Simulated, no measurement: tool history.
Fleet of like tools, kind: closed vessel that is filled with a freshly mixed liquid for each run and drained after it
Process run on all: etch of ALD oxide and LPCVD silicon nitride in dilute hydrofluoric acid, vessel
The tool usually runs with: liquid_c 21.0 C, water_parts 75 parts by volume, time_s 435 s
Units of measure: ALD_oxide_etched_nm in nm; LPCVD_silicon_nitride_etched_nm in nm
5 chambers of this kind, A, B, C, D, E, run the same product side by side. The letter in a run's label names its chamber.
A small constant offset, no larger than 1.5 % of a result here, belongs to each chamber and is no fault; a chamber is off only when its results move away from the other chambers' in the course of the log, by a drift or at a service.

run   hour  liquid_c  water_parts  time_s  hours since the thermometer was replaced  hours since the hydrofluoric acid flow meter was replaced  read-back film thickness of the ALD oxide reference wafer, read on the same gauge (nm)  read-back film thickness of the LPCVD silicon nitride reference wafer, read on the same gauge (nm)  ALD_oxide_etched_nm  LPCVD_silicon_nitride_etched_nm
 1B    5.4      21.0           75     435                                     254.1                                                      266.0                                                                                  30.008                                                                                              89.999               51.986                           2.2664
 2D    8.3      21.0           75     435                                     617.6                                                     1798.9                                                                                  29.956                                                                                              90.001               52.817                           2.2148
 3C   14.1      21.0           75     435                                     396.5                                                      825.7                                                                                  30.014                                                                                              90.006               51.804                           2.1948
      16.7  -- chamber D: hydrofluoric acid flow meter replaced
 4A   20.3      21.0           75     435                                     199.5                                                     1009.3                                                                                  30.019                                                                                              90.011               52.163                           2.2331
 5E   24.1      21.0           75     435                                    1058.3                                                      266.0                                                                                  30.003                                                                                              89.973               51.657                           2.2443
 6A   29.5      21.0           75     435                                     208.7                                                     1018.5                                                                                  30.020                                                                                              90.019               51.611                           2.1836
 7E   33.7      21.0           75     435                                    1067.9                                                      275.6                                                                                  29.993                                                                                              90.013               51.453                           2.2395
 8D   36.5      19.5           75     270                                     645.8                                                       19.8                                                                                  29.981                                                                                              89.986               30.509                           1.2606
 9B   40.8      19.5           75     270                                     289.5                                                      301.4                                                                                  29.992                                                                                              89.956               30.943                           1.2505
10C   45.0      19.5           75     270                                     427.4                                                      856.6                                                                                  30.010                                                                                              89.997               29.611                           1.2268
11E   50.4      19.5           75     270                                    1084.6                                                      292.3                                                                                  30.004                                                                                              90.014               29.626                           1.2550
12D   53.8      19.5           75     270                                     663.1                                                       37.1                                                                                  29.955                                                                                              90.015               30.375                           1.2252
13A   57.0      21.0           75     435                                     236.2                                                     1046.0                                                                                  29.990                                                                                              89.991               51.410                           2.2034
14B   61.1      23.0           75     435                                     309.8                                                      321.7                                                                                  29.981                                                                                              90.014               56.355                           2.5113
15C   67.3      23.0           75     435                                     449.7                                                      878.9                                                                                  29.996                                                                                              89.990               56.642                           2.5248
16D   73.2      23.0           75     435                                     682.5                                                       56.5                                                                                  29.992                                                                                              89.998               57.332                           2.5841
17A   79.4      23.0           75     435                                     258.6                                                     1068.4                                                                                  29.983                                                                                              89.989               56.104                           2.5067
18C   84.6      23.0           75     435                                     467.0                                                      896.2                                                                                  29.988                                                                                              89.985               55.513                           2.5136
19E   90.1      21.0           75     435                                    1124.3                                                      332.0                                                                                  30.004                                                                                              90.001               51.566                           2.2249
20B   96.4      21.0           75     435                                     345.1                                                      357.0                                                                                  29.987                                                                                              89.962               53.462                           2.2749
21B  100.2      21.0           75     435                                     348.9                                                      360.8                                                                                  29.961                                                                                              90.010               51.979                           2.2240
     103.4  -- chamber E: thermometer replaced
22E  103.8      21.0           75     435                                       0.4                                                      345.7                                                                                  30.034                                                                                              90.029               51.897                           2.2492
23A  108.1      21.0           75     435                                     287.3                                                     1097.1                                                                                  30.012                                                                                              89.979               51.371                           2.2101
24C  113.0      21.0           75     435                                     495.4                                                      924.6                                                                                  30.009                                                                                              90.012               52.202                           2.2104
25D  116.2      21.0           75     435                                     725.5                                                       99.5                                                                                  29.980                                                                                              90.019               52.617                           2.2552
26E  122.4      21.0           75     435                                      19.0                                                      364.3                                                                                  30.014                                                                                              90.013               52.144                           2.2221
27C  127.8      19.0           75     615                                     510.2                                                      939.4                                                                                  29.990                                                                                              89.984               66.985                           2.7560
28B  133.5      19.0           75     615                                     382.2                                                      394.1                                                                                  30.021                                                                                              90.003               68.119                           2.7350
29A  138.8      19.0           75     615                                     318.0                                                     1127.8                                                                                  29.983                                                                                              89.982               68.010                           2.7531
30D  143.2      19.0           75     615                                     752.5                                                      126.5                                                                                  30.024                                                                                              89.976               67.597                           2.7254
31C  149.2      19.0           75     615                                     531.6                                                      960.8                                                                                  30.003                                                                                              89.982               68.789                           2.6701
32A  153.0      21.0           75     435                                     332.2                                                     1142.0                                                                                  30.003                                                                                              89.997               52.010                           2.2415
33D  155.9      21.0           75     435                                     765.2                                                      139.2                                                                                  30.010                                                                                              89.994               52.862                           2.2198
34B  162.2      21.0           75     435                                     410.9                                                      422.8                                                                                  29.986                                                                                              89.972               51.837                           2.2527
35E  166.3      21.0           75     435                                      62.9                                                      408.2                                                                                  29.968                                                                                              90.003               51.891                           2.2238
36B  170.8      21.0           75     435                                     419.5                                                      431.4                                                                                  30.013                                                                                              89.989               51.740                           2.2293
37A  175.1      21.0           75     435                                     354.3                                                     1164.1                                                                                  30.006                                                                                              90.018               51.952                           2.2000

The same settings go to every chamber for the next run, one line per chamber below. Forecast the results for each:
38A  179.7      21.0           75     435                                                                                                                                                                                                                                                                                                                     ?                                ?
38B  179.7      21.0           75     435                                                                                                                                                                                                                                                                                                                     ?                                ?
38C  179.7      21.0           75     435                                                                                                                                                                                                                                                                                                                     ?                                ?
38D  179.7      21.0           75     435                                                                                                                                                                                                                                                                                                                     ?                                ?
38E  179.7      21.0           75     435                                                                                                                                                                                                                                                                                                                     ?                                ?

run  ALD_oxide_etched_nm  LPCVD_silicon_nitride_etched_nm
38A               51.314                           2.2081
38B               53.136                           2.2146
38C               51.807                           2.1961
38D               51.992                           2.2003
38E               51.110                           2.2776
